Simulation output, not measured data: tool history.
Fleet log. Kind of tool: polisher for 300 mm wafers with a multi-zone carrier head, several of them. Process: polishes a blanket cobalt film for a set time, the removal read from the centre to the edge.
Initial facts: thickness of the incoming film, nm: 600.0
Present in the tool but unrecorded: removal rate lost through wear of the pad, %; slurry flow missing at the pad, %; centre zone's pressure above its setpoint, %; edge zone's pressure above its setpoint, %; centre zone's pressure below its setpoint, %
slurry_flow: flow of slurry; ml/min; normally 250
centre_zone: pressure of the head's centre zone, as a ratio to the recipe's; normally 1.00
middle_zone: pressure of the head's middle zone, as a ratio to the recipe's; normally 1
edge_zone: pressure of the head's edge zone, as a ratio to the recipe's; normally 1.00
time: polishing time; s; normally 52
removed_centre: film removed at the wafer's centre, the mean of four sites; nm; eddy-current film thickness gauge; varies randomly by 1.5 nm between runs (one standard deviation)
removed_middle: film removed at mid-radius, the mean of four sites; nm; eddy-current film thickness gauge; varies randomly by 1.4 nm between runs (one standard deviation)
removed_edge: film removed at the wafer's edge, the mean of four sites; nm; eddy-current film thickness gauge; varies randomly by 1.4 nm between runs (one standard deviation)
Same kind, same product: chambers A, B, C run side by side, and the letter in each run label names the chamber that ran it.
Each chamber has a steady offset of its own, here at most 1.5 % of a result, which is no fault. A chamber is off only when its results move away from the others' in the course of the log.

run   hour  slurry_flow  centre_zone  middle_zone  edge_zone  time  wafers polished on this pad  hours since the slurry nozzle was cleaned  hours since the centre zone pressure was calibrated  hours since the edge zone pressure was calibrated  removed_centre  removed_middle  removed_edge
 1A    9.4          250         1.00            1       1.00    52                          473                                      178.4                                                773.7                                              987.5          173.95          175.00        175.01
 2B   21.3          250         1.00            1       1.00    52                          424                                      307.8                                               1041.9                                              656.6          171.48          171.98        175.83
 3C   29.2          250         1.00            1       1.00    52                          725                                      175.7                                                386.3                                              716.9          176.79          174.83        177.33
 4A   43.0          250         1.00            1       1.00    52                          692                                      212.0                                                807.3                                             1021.1          173.84          175.96        176.43
 5C   53.5          250         1.00            1       1.00    52                          883                                      200.0                                                410.6                                              741.2          173.39          174.51        175.22
      59.2  -- chamber B: edge zone pressure recalibrated
 6B   64.6          250         1.00            1       1.00    52                          705                                      351.1                                               1085.2                                                5.5          174.05          175.66        172.77
 7C   73.2          250         1.00            1       1.00    52                         1011                                      219.7                                                430.3                                              760.9          176.47          172.57        174.51
      81.5  -- chamber A: worn pad replaced by a new one
      82.4  -- chamber C: centre zone pressure recalibrated
 8A   87.1          250         1.00            1       1.00    52                           36                                      256.1                                                851.4                                             1065.2          173.67          174.13        176.40
 9B   99.9          250         1.00            1       1.00    52                          935                                      386.4                                               1120.5                                               40.8          168.80          172.75        172.59
10A  106.5          325         1.00            1       1.00    52                          163                                      275.5                                                870.8                                             1084.6          177.60          179.46        179.27
     118.3  -- chamber B: slurry nozzle cleaned
11B  118.7          325         1.00            1       1.00    52                         1058                                        0.4                                               1139.3                                               59.6          177.62          182.95        181.03
12C  127.9          325         1.00            1       1.00    52                         1367                                      274.4                                                 45.5                                              815.6          183.48          177.62        180.91
13B  137.2          250         1.00            1       1.00    46                         1178                                       18.9                                               1157.8                                               78.1          151.65          157.31        154.42
     144.9  -- chamber B: worn pad replaced by a new one
     145.3  -- chamber C: worn pad replaced by a new one
14C  146.7          250         1.00            1       1.00    46                            9                                      293.2                                                 64.3                                              834.4          156.75          155.15        155.87
15A  154.9          250         1.00            1       1.00    46                          478                                      323.9                                                919.2                                             1133.0          153.16          155.29        155.10
16B  162.2          250         1.00            1       1.00    52                          112                                       43.9                                               1182.8                                              103.1          172.86          175.76        174.39
17C  174.8          250         1.00            1       1.00    52                          192                                      321.3                                                 92.4                                              862.5          174.35          177.36        177.08
18A  186.3          250         1.00            1       1.00    52                          682                                      355.3                                                950.6                                             1164.4          172.50          173.51        173.26
     193.7  -- chamber B: centre zone pressure recalibrated
19C  194.6          250         1.00            1       0.91    52                          321                                      341.1                                                112.2                                              882.3          174.46          174.16        169.03
20B  204.5          250         1.00            1       0.91    52                          388                                       86.2                                                 10.8                                              145.4          162.00          174.90        165.93
21A  214.8          250         1.00            1       0.91    52                          868                                      383.8                                                979.1                                             1192.9          176.56          171.52        167.11
22A  224.4          250         1.00            1       1.00    52                          930                                      393.4                                                988.7                                             1202.5          173.99          175.86        177.23
23B  230.8          250         1.00            1       1.00    52                          559                                      112.5                                                 37.1                                              171.7          165.40          177.03        173.98
     234.5  -- chamber A: worn pad replaced by a new one
24C  240.6          250         1.00            1       1.00    52                          620                                      387.1                                                158.2                                              928.3          178.40          175.31        175.69
25B  247.7          250         1.00            1       1.00    52                          669                                      129.4                                                 54.0                                              188.6          163.06          176.72        174.82
26A  257.0          250         1.00            1       1.00    52                          146                                      426.0                                               1021.3                                             1235.1          174.89          173.39        175.37
27C  270.2          250         1.00            1       1.00    52                          813                                      416.7                                                187.8                                              957.9          175.47          174.70        177.06
28A  280.0          250         1.00            1       1.00    52                          296                                      449.0                                               1044.3                                             1258.1          171.68          174.69        175.59
29B  286.6          250         1.00            1       1.00    52                          922                                      168.3                                                 92.9                                              227.5          165.58          176.83        173.75
30C  293.5          250         1.00            1       1.00    52                          965                                      440.0                                                211.1                                              981.2          172.42          175.24        174.33
31A  304.2          250         1.00            1       1.00    52                          453                                      473.2                                               1068.5                                             1282.3          173.46          176.71        174.72
32C  314.8          250         1.00            1       1.00    52                         1103                                      461.3                                                232.4                                             1002.5          174.73          176.10        175.45
33B  328.2          175         1.05            1       1.00    52                         1193                                      209.9                                                134.5                                              269.1          161.45          168.77        169.76
34C  342.3          175         1.05            1       1.00    52                         1282                                      488.8                                                259.9                                             1030.0          175.52          162.02        171.66
35A  351.5          175         1.05            1       1.00    52                          761                                      520.5                                               1115.8                                             1329.6          175.13          166.51        167.82
     358.9  -- chamber C: worn pad replaced by a new one
36B  363.3          250         1.00            1       1.00    52                         1422                                      245.0                                                169.6                                              304.2          160.77          176.24        173.32
     370.2  -- chamber A: worn pad replaced by a new one
37B  374.4          250         1.00            1       1.00    52                         1494                                      256.1                                                180.7                                              315.3          160.80          174.48        174.19
38A  382.1          250         1.00            1       1.00    52                           78                                      551.1                                               1146.4                                             1360.2          173.06          176.25        175.41
     393.0  -- chamber B: worn pad replaced by a new one
39C  394.4          250         1.00            1       1.00    52                          231                                      540.9                                                312.0                                             1082.1          175.41          176.55        179.23
40C  404.7          250         1.00            1       1.00    52                          298                                      551.2                                                322.3                                             1092.4          175.49          176.83        179.20
41A  415.3          250         1.00            1       1.00    52                          294                                      584.3                                               1179.6                                             1393.4          174.98          175.64        177.90
42B  426.4          250         1.00            1       1.00    52                          217                                      308.1                                                232.7                                              367.3          162.99          174.24        175.40
43B  433.1          250         1.00            1       1.00    52                          261                                      314.8                                                239.4                                              374.0          162.69          176.12        174.96
44A  446.3          250         1.00            1       1.00    52                          496                                      615.3                                               1210.6                                             1424.4          172.80          173.60        175.62

Is one chamber off against the others, does the gauge drift, or is nothing wrong? If a chamber is off, say which, and what the likeliest cause is.

Chamber B came out of a service off from its peers and stayed that way.
Cause: centre zone's pressure below its setpoint, % = 4.97.

Below are 4 candidate recipes for chamber B's next run, each the usual settings with a change, their results shown as question marks. Which of them brings B's results back in line with what the other chambers give on the usual settings?
A result is in line if it is within this distance of the other chambers' mean on the usual settings: removed_centre 5.20 nm; removed_middle 4.80 nm; removed_edge 5.10 nm
45B-1  456.6          255         1.05         0.97       0.99    53                                                                                                                                                                                               ?               ?             ?
45B-2  456.6          250         0.99         1.01       1.00    52                                                                                                                                                                                               ?               ?             ?
45B-3  456.6          245         0.95         1.03       1.01    51                                                                                                                                                                                               ?               ?             ?
45B-4  456.6          250         1.01         0.99       1.00    52                                                                                                                                                                                               ?               ?             ?

The mean the other chambers reach with the usual settings: removed_centre 174.88 nm; removed_middle 174.26 nm; removed_edge 176.00 nm
  run  removed_centre  removed_middle  removed_edge
45B-1          174.59          174.27        176.97
45B-2          160.17          176.96        174.13
45B-3          149.69          176.26        171.31
45B-4          163.72          173.77        174.18
With 45B-1, the chamber falls back in line with the rest.
